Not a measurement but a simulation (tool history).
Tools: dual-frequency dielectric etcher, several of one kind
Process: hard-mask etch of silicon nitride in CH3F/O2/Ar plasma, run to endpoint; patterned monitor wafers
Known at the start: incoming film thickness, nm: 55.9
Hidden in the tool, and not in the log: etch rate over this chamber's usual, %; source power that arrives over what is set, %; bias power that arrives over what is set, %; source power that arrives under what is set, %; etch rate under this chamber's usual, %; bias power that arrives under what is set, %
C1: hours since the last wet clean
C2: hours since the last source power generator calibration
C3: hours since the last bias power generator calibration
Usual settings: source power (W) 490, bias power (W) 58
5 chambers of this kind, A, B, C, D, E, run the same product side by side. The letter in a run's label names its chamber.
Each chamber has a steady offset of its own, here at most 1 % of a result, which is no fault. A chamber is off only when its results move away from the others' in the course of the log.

run 1E hour=10.1 | source_power_(W)=490 bias_power_(W)=58 | C1=33.2 C2=2786.2 C3=338.7 | endpoint_time_(s)=80.67
run 2D hour=16.7 | source_power_(W)=490 bias_power_(W)=58 | C1=179 C2=911.5 C3=1151.7 | endpoint_time_(s)=79.815
run 3A hour=28.9 | source_power_(W)=490 bias_power_(W)=58 | C1=310 C2=610.9 C3=475.5 | endpoint_time_(s)=80.016
run 4C hour=41.8 | source_power_(W)=490 bias_power_(W)=58 | C1=472.9 C2=1731.2 C3=1922.2 | endpoint_time_(s)=80.421
-- hour=44.8 chamber B: source power generator calibrated
run 5B hour=54.3 | source_power_(W)=450 bias_power_(W)=62 | C1=325.2 C2=9.6 C3=636.4 | endpoint_time_(s)=82.066
run 6B hour=65.7 | source_power_(W)=450 bias_power_(W)=62 | C1=336.6 C2=21 C3=647.8 | endpoint_time_(s)=82.425
run 7A hour=74 | source_power_(W)=450 bias_power_(W)=62 | C1=355.1 C2=656 C3=520.6 | endpoint_time_(s)=80.982
-- hour=77.5 chamber C: wet clean of the chamber
run 8C hour=85.4 | source_power_(W)=450 bias_power_(W)=62 | C1=7.9 C2=1774.8 C3=1965.8 | endpoint_time_(s)=81.174
run 9D hour=94 | source_power_(W)=450 bias_power_(W)=62 | C1=256.3 C2=988.8 C3=1229 | endpoint_time_(s)=79.696
run 10E hour=104.9 | source_power_(W)=490 bias_power_(W)=58 | C1=128 C2=2881 C3=433.5 | endpoint_time_(s)=80.328
run 11A hour=114.5 | source_power_(W)=420 bias_power_(W)=53 | C1=395.6 C2=696.5 C3=561.1 | endpoint_time_(s)=87.342
run 12C hour=122.7 | source_power_(W)=420 bias_power_(W)=53 | C1=45.2 C2=1812.1 C3=2003.1 | endpoint_time_(s)=86.993
run 13D hour=133.2 | source_power_(W)=420 bias_power_(W)=53 | C1=295.5 C2=1028 C3=1268.2 | endpoint_time_(s)=87.551
run 14B hour=142.2 | source_power_(W)=420 bias_power_(W)=53 | C1=413.1 C2=97.5 C3=724.3 | endpoint_time_(s)=87.987
-- hour=150 chamber B: wet clean of the chamber
run 15E hour=152.3 | source_power_(W)=420 bias_power_(W)=53 | C1=175.4 C2=2928.4 C3=480.9 | endpoint_time_(s)=87.568
run 16E hour=164.3 | source_power_(W)=490 bias_power_(W)=58 | C1=187.4 C2=2940.4 C3=492.9 | endpoint_time_(s)=79.757
run 17C hour=171.7 | source_power_(W)=490 bias_power_(W)=58 | C1=94.2 C2=1861.1 C3=2052.1 | endpoint_time_(s)=80.45
run 18D hour=181 | source_power_(W)=490 bias_power_(W)=58 | C1=343.3 C2=1075.8 C3=1316 | endpoint_time_(s)=79.534
run 19B hour=193.6 | source_power_(W)=490 bias_power_(W)=58 | C1=43.7 C2=148.9 C3=775.7 | endpoint_time_(s)=81.261
run 20A hour=204 | source_power_(W)=490 bias_power_(W)=58 | C1=485.1 C2=786 C3=650.6 | endpoint_time_(s)=79.243
run 21E hour=213.7 | source_power_(W)=490 bias_power_(W)=58 | C1=236.8 C2=2989.8 C3=542.3 | endpoint_time_(s)=80.44
run 22A hour=221 | source_power_(W)=490 bias_power_(W)=58 | C1=502.1 C2=803 C3=667.6 | endpoint_time_(s)=80.192
run 23D hour=234.2 | source_power_(W)=490 bias_power_(W)=58 | C1=396.5 C2=1129 C3=1369.2 | endpoint_time_(s)=79.47
run 24C hour=240.8 | source_power_(W)=490 bias_power_(W)=58 | C1=163.3 C2=1930.2 C3=2121.2 | endpoint_time_(s)=80.717
run 25B hour=249.1 | source_power_(W)=490 bias_power_(W)=58 | C1=99.2 C2=204.4 C3=831.2 | endpoint_time_(s)=80.622
run 26E hour=257 | source_power_(W)=490 bias_power_(W)=58 | C1=280.1 C2=3033.1 C3=585.6 | endpoint_time_(s)=80.535
-- hour=260.6 chamber A: wet clean of the chamber
run 27B hour=265.3 | source_power_(W)=490 bias_power_(W)=58 | C1=115.4 C2=220.6 C3=847.4 | endpoint_time_(s)=80.948
-- hour=267.2 chamber D: wet clean of the chamber
run 28C hour=275.1 | source_power_(W)=600 bias_power_(W)=50 | C1=197.6 C2=1964.5 C3=2155.5 | endpoint_time_(s)=77.564
run 29A hour=281.7 | source_power_(W)=600 bias_power_(W)=50 | C1=21.1 C2=863.7 C3=728.3 | endpoint_time_(s)=77.813
run 30D hour=291.8 | source_power_(W)=600 bias_power_(W)=50 | C1=24.7 C2=1186.6 C3=1426.8 | endpoint_time_(s)=77.585
run 31E hour=301 | source_power_(W)=600 bias_power_(W)=50 | C1=324.1 C2=3077.1 C3=629.6 | endpoint_time_(s)=77.174
run 32C hour=308.9 | source_power_(W)=600 bias_power_(W)=50 | C1=231.4 C2=1998.3 C3=2189.3 | endpoint_time_(s)=77.888
run 33D hour=316 | source_power_(W)=490 bias_power_(W)=58 | C1=48.9 C2=1210.8 C3=1451 | endpoint_time_(s)=79.835

Next, every chamber runs the same settings. What will each give?
run 34A hour=325.5 | source_power_(W)=490 bias_power_(W)=58 | endpoint_time_(s)=?
run 34B hour=325.5 | source_power_(W)=490 bias_power_(W)=58 | endpoint_time_(s)=?
run 34C hour=325.5 | source_power_(W)=490 bias_power_(W)=58 | endpoint_time_(s)=?
run 34D hour=325.5 | source_power_(W)=490 bias_power_(W)=58 | endpoint_time_(s)=?
run 34E hour=325.5 | source_power_(W)=490 bias_power_(W)=58 | endpoint_time_(s)=?

run=34A endpoint_time_(s)=79.737
run=34B endpoint_time_(s)=81.238
run=34C endpoint_time_(s)=80.398
run=34D endpoint_time_(s)=79.635
run=34E endpoint_time_(s)=79.594
